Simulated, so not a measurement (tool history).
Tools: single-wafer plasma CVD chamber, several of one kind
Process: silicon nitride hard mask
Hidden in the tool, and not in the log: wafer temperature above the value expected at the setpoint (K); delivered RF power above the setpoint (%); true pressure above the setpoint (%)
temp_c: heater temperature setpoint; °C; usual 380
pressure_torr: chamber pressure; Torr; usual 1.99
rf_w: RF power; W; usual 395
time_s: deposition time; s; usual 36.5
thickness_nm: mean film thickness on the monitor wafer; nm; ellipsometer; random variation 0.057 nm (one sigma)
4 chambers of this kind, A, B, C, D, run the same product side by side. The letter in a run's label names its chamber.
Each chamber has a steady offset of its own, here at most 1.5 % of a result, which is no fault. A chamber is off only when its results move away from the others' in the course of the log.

run	hour	temp_c	pressure_torr	rf_w	time_s	hours since the last thermocouple change	hours since the last RF generator calibration	hours since the last manometer calibration	read-back reference wafer on the same gauge, thickness_nm	thickness_nm
# hour 4.5: chamber D: thermocouple changed; heater temperature recalibrated
1A	9.5	380	1.99	395	36.5	2083	360.9	537	57.12	54.218
2B	14.5	380	1.99	395	36.5	1663.9	320	2591.2	57.115	53.501
3C	24.7	380	1.99	395	36.5	964.2	1111.4	274.2	57.117	53.511
4D	29.5	380	1.99	395	36.5	25.1	1069.2	698.3	57.122	53.326
5B	34.8	380	2.4	395	29.6	1684.2	340.3	2611.5	57.127	45.712
6D	40.7	380	2.4	395	29.6	36.3	1080.4	709.5	57.144	45.355
7A	48.9	380	2.4	395	29.6	2122.4	400.3	576.4	57.152	46.364
8C	58.4	380	2.4	395	29.6	997.9	1145.1	307.9	57.159	45.623
9D	63	380	1.99	395	36.5	58.6	1102.7	731.8	57.176	53.23
10B	69.6	380	1.99	395	36.5	1719	375.1	2646.3	57.17	53.602
11C	77	380	1.99	395	36.5	1016.5	1163.7	326.5	57.166	53.55
12A	83.7	380	1.99	395	36.5	2157.2	435.1	611.2	57.184	54.184
13A	89.3	380	1.99	395	36.5	2162.8	440.7	616.8	57.196	54.243
14B	94.2	380	1.99	395	36.5	1743.6	399.7	2670.9	57.19	53.418
15D	99	380	1.99	395	36.5	94.6	1138.7	767.8	57.194	53.339
# hour 101.8: chamber B: thermocouple changed; heater temperature recalibrated
16C	104.1	380	1.99	395	36.5	1043.6	1190.8	353.6	57.198	53.409
17A	110.2	380	1.99	395	36.5	2183.7	461.6	637.7	57.204	54.271
18D	117.4	380	1.99	395	36.5	113	1157.1	786.2	57.217	53.506
19B	125.6	380	1.99	395	36.5	23.9	431.1	2702.3	57.202	53.588
20C	134.6	380	1.99	395	36.5	1074.1	1221.3	384.1	57.233	53.613
21B	140.7	380	1.99	395	36.5	39	446.2	2717.4	57.227	53.537
22A	147.9	380	1.99	395	36.5	2221.4	499.3	675.4	57.246	54.312
23D	156.9	380	1.99	395	36.5	152.5	1196.6	825.7	57.242	53.299
24C	163.3	380	1.99	395	36.5	1102.8	1250	412.8	57.271	53.574
25A	170	380	1.99	395	36.5	2243.5	521.4	697.5	57.26	54.358
26B	177.9	380	1.99	395	36.5	76.2	483.4	2754.6	57.269	53.742
27C	184.8	380	1.99	395	36.5	1124.3	1271.5	434.3	57.28	53.53
28D	193.7	380	1.99	395	36.5	189.3	1233.4	862.5	57.303	53.44
29B	198.7	380	1.99	395	36.5	97	504.2	2775.4	57.305	53.696
30A	203.1	380	1.83	395	43.4	2276.6	554.5	730.6	57.308	63.165
31C	213	380	1.83	395	43.4	1152.5	1299.7	462.5	57.312	62.308
32D	217.5	380	1.83	395	43.4	213.1	1257.2	886.3	57.316	62.07
33B	223.8	380	1.83	395	43.4	122.1	529.3	2800.5	57.328	62.333
34D	231.8	380	1.99	395	36.5	227.4	1271.5	900.6	57.344	53.396
35C	242	380	1.99	395	36.5	1181.5	1328.7	491.5	57.314	53.661
36A	250.7	380	1.99	395	36.5	2324.2	602.1	778.2	57.331	54.374

Next, every chamber runs the same settings. What will each give?
37A	258	380	1.99	325	36.5					?
37B	258	380	1.99	325	36.5					?
37C	258	380	1.99	325	36.5					?
37D	258	380	1.99	325	36.5					?

run	thickness_nm
37A	48.406
37B	47.61
37C	47.515
37D	47.172

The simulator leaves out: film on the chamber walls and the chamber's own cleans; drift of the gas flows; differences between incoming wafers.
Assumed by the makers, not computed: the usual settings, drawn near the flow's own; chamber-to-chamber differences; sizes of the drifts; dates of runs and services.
